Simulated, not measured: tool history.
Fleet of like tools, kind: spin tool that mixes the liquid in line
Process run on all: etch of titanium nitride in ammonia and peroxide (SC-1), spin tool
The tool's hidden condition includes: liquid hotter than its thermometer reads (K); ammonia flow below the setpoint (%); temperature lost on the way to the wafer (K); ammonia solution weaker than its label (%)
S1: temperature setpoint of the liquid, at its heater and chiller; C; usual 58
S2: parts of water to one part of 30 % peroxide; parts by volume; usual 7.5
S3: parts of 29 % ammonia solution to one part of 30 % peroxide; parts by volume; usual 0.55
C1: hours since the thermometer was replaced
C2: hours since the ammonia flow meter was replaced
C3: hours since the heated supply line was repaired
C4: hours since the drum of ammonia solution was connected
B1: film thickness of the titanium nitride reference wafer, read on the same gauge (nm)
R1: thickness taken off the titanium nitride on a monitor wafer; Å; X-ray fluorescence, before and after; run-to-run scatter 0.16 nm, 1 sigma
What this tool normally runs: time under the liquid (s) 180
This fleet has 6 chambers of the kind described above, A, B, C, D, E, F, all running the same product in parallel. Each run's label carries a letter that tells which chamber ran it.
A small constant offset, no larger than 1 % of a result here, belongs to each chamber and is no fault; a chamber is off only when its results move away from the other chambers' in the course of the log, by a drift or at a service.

run 1A hour=4.3 | S1=58 S2=7.5 S3=0.55 time_under_the_liquid_(s)=180 | C1=305.1 C2=957.7 C3=350.7 C4=604.4 | B1=70.026 | R1=169.45
run 2E hour=6.9 | S1=58 S2=7.5 S3=0.55 time_under_the_liquid_(s)=180 | C1=1100.6 C2=33.1 C3=604.6 C4=720.7 | B1=70.008 | R1=169.09
run 3F hour=12.3 | S1=58 S2=7.5 S3=0.55 time_under_the_liquid_(s)=180 | C1=55.3 C2=1522.0 C3=26.2 C4=795.5 | B1=69.978 | R1=165.49
run 4C hour=16.0 | S1=58 S2=7.5 S3=0.55 time_under_the_liquid_(s)=180 | C1=285.6 C2=768.6 C3=148.7 C4=26.1 | B1=69.992 | R1=166.75
run 5D hour=20.8 | S1=58 S2=7.5 S3=0.55 time_under_the_liquid_(s)=180 | C1=718.5 C2=43.3 C3=1688.7 C4=154.7 | B1=70.014 | R1=167.37
run 6B hour=24.2 | S1=58 S2=7.5 S3=0.45 time_under_the_liquid_(s)=180 | C1=492.7 C2=231.7 C3=223.1 C4=87.9 | B1=70.028 | R1=162.17
run 7B hour=28.5 | S1=58 S2=7.5 S3=0.45 time_under_the_liquid_(s)=180 | C1=497.0 C2=236.0 C3=227.4 C4=92.2 | B1=69.999 | R1=158.28
run 8A hour=31.1 | S1=58 S2=7.5 S3=0.45 time_under_the_liquid_(s)=180 | C1=331.9 C2=984.5 C3=377.5 C4=631.2 | B1=69.988 | R1=159.62
run 9C hour=34.0 | S1=58 S2=7.5 S3=0.45 time_under_the_liquid_(s)=180 | C1=303.6 C2=786.6 C3=166.7 C4=44.1 | B1=70.032 | R1=161.16
run 10D hour=39.0 | S1=58 S2=7.5 S3=0.45 time_under_the_liquid_(s)=180 | C1=736.7 C2=61.5 C3=1706.9 C4=172.9 | B1=69.989 | R1=163.30
run 11F hour=42.9 | S1=58 S2=7.5 S3=0.45 time_under_the_liquid_(s)=180 | C1=85.9 C2=1552.6 C3=56.8 C4=826.1 | B1=70.005 | R1=163.92
run 12E hour=47.0 | S1=58 S2=7.5 S3=0.55 time_under_the_liquid_(s)=180 | C1=1140.7 C2=73.2 C3=644.7 C4=760.8 | B1=70.003 | R1=167.90
run 13C hour=51.3 | S1=58 S2=7.5 S3=0.55 time_under_the_liquid_(s)=180 | C1=320.9 C2=803.9 C3=184.0 C4=61.4 | B1=70.002 | R1=169.64
run 14E hour=55.6 | S1=58 S2=7.5 S3=0.55 time_under_the_liquid_(s)=180 | C1=1149.3 C2=81.8 C3=653.3 C4=769.4 | B1=69.998 | R1=169.05
run 15D hour=58.8 | S1=58 S2=7.5 S3=0.55 time_under_the_liquid_(s)=180 | C1=756.5 C2=81.3 C3=1726.7 C4=192.7 | B1=69.993 | R1=171.76
run 16F hour=64.3 | S1=58 S2=5.0 S3=0.85 time_under_the_liquid_(s)=180 | C1=107.3 C2=1574.0 C3=78.2 C4=847.5 | B1=70.006 | R1=215.93
run 17A hour=69.7 | S1=58 S2=5.0 S3=0.85 time_under_the_liquid_(s)=180 | C1=370.5 C2=1023.1 C3=416.1 C4=669.8 | B1=69.986 | R1=216.12
run 18B hour=73.5 | S1=58 S2=5.0 S3=0.85 time_under_the_liquid_(s)=180 | C1=542.0 C2=281.0 C3=272.4 C4=137.2 | B1=69.984 | R1=211.33
run 19C hour=78.7 | S1=58 S2=5.0 S3=0.85 time_under_the_liquid_(s)=180 | C1=348.3 C2=831.3 C3=211.4 C4=88.8 | B1=69.998 | R1=213.84
run 20F hour=84.1 | S1=58 S2=5.0 S3=0.85 time_under_the_liquid_(s)=180 | C1=127.1 C2=1593.8 C3=98.0 C4=867.3 | B1=70.008 | R1=214.51
run 21A hour=86.8 | S1=58 S2=5.0 S3=0.85 time_under_the_liquid_(s)=180 | C1=387.6 C2=1040.2 C3=433.2 C4=686.9 | B1=69.991 | R1=211.66
run 22D hour=90.0 | S1=58 S2=9.5 S3=0.55 time_under_the_liquid_(s)=180 | C1=787.7 C2=112.5 C3=1757.9 C4=223.9 | B1=69.990 | R1=156.07
run 23E hour=94.9 | S1=58 S2=9.5 S3=0.55 time_under_the_liquid_(s)=180 | C1=1188.6 C2=121.1 C3=692.6 C4=808.7 | B1=69.996 | R1=150.80
run 24B hour=97.5 | S1=58 S2=9.5 S3=0.55 time_under_the_liquid_(s)=180 | C1=566.0 C2=305.0 C3=296.4 C4=161.2 | B1=70.002 | R1=149.30
run 25D hour=103.0 | S1=58 S2=9.5 S3=0.55 time_under_the_liquid_(s)=180 | C1=800.7 C2=125.5 C3=1770.9 C4=236.9 | B1=70.018 | R1=159.07
run 26A hour=106.0 | S1=58 S2=9.5 S3=0.55 time_under_the_liquid_(s)=180 | C1=406.8 C2=1059.4 C3=452.4 C4=706.1 | B1=69.981 | R1=145.91
run 27B hour=109.6 | S1=58 S2=9.5 S3=0.55 time_under_the_liquid_(s)=180 | C1=578.1 C2=317.1 C3=308.5 C4=173.3 | B1=69.986 | R1=148.40
run 28F hour=112.2 | S1=58 S2=7.5 S3=0.55 time_under_the_liquid_(s)=180 | C1=155.2 C2=1621.9 C3=126.1 C4=895.4 | B1=70.005 | R1=165.60
run 29C hour=117.5 | S1=58 S2=7.5 S3=0.80 time_under_the_liquid_(s)=115 | C1=387.1 C2=870.1 C3=250.2 C4=127.6 | B1=70.023 | R1=113.58
run 30E hour=120.2 | S1=58 S2=7.5 S3=0.80 time_under_the_liquid_(s)=115 | C1=1213.9 C2=146.4 C3=717.9 C4=834.0 | B1=69.991 | R1=115.17
run 31F hour=122.9 | S1=58 S2=7.5 S3=0.80 time_under_the_liquid_(s)=115 | C1=165.9 C2=1632.6 C3=136.8 C4=906.1 | B1=69.989 | R1=113.43
run 32E hour=126.1 | S1=58 S2=7.5 S3=0.80 time_under_the_liquid_(s)=115 | C1=1219.8 C2=152.3 C3=723.8 C4=839.9 | B1=69.987 | R1=114.17
run 33D hour=130.4 | S1=58 S2=7.5 S3=0.80 time_under_the_liquid_(s)=115 | C1=828.1 C2=152.9 C3=1798.3 C4=264.3 | B1=69.995 | R1=121.86
run 34C hour=133.5 | S1=58 S2=7.5 S3=0.80 time_under_the_liquid_(s)=115 | C1=403.1 C2=886.1 C3=266.2 C4=143.6 | B1=70.017 | R1=114.01
run 35B hour=139.0 | S1=58 S2=7.5 S3=0.55 time_under_the_liquid_(s)=180 | C1=607.5 C2=346.5 C3=337.9 C4=202.7 | B1=69.984 | R1=166.19
run 36A hour=143.1 | S1=58 S2=7.5 S3=0.55 time_under_the_liquid_(s)=180 | C1=443.9 C2=1096.5 C3=489.5 C4=743.2 | B1=70.002 | R1=166.01
run 37B hour=146.4 | S1=58 S2=7.5 S3=0.55 time_under_the_liquid_(s)=180 | C1=614.9 C2=353.9 C3=345.3 C4=210.1 | B1=70.006 | R1=165.90
run 38C hour=151.3 | S1=58 S2=7.5 S3=0.75 time_under_the_liquid_(s)=230 | C1=420.9 C2=903.9 C3=284.0 C4=161.4 | B1=69.978 | R1=222.45
run 39F hour=154.8 | S1=58 S2=7.5 S3=0.75 time_under_the_liquid_(s)=230 | C1=197.8 C2=1664.5 C3=168.7 C4=938.0 | B1=70.023 | R1=220.18
run 40A hour=157.9 | S1=58 S2=7.5 S3=0.75 time_under_the_liquid_(s)=230 | C1=458.7 C2=1111.3 C3=504.3 C4=758.0 | B1=69.989 | R1=222.98
run 41D hour=161.7 | S1=58 S2=7.5 S3=0.75 time_under_the_liquid_(s)=230 | C1=859.4 C2=184.2 C3=1829.6 C4=295.6 | B1=69.978 | R1=252.01

All chambers now run identical settings, listed one chamber a line with results as question marks. What results will each chamber show?
run 42A hour=165.6 | S1=58 S2=7.5 S3=0.55 time_under_the_liquid_(s)=255 | R1=?
run 42B hour=165.6 | S1=58 S2=7.5 S3=0.55 time_under_the_liquid_(s)=255 | R1=?
run 42C hour=165.6 | S1=58 S2=7.5 S3=0.55 time_under_the_liquid_(s)=255 | R1=?
run 42D hour=165.6 | S1=58 S2=7.5 S3=0.55 time_under_the_liquid_(s)=255 | R1=?
run 42E hour=165.6 | S1=58 S2=7.5 S3=0.55 time_under_the_liquid_(s)=255 | R1=?
run 42F hour=165.6 | S1=58 S2=7.5 S3=0.55 time_under_the_liquid_(s)=255 | R1=?

run=42A R1=231.98
run=42B R1=232.42
run=42C R1=236.37
run=42D R1=263.76
run=42E R1=244.83
run=42F R1=238.50
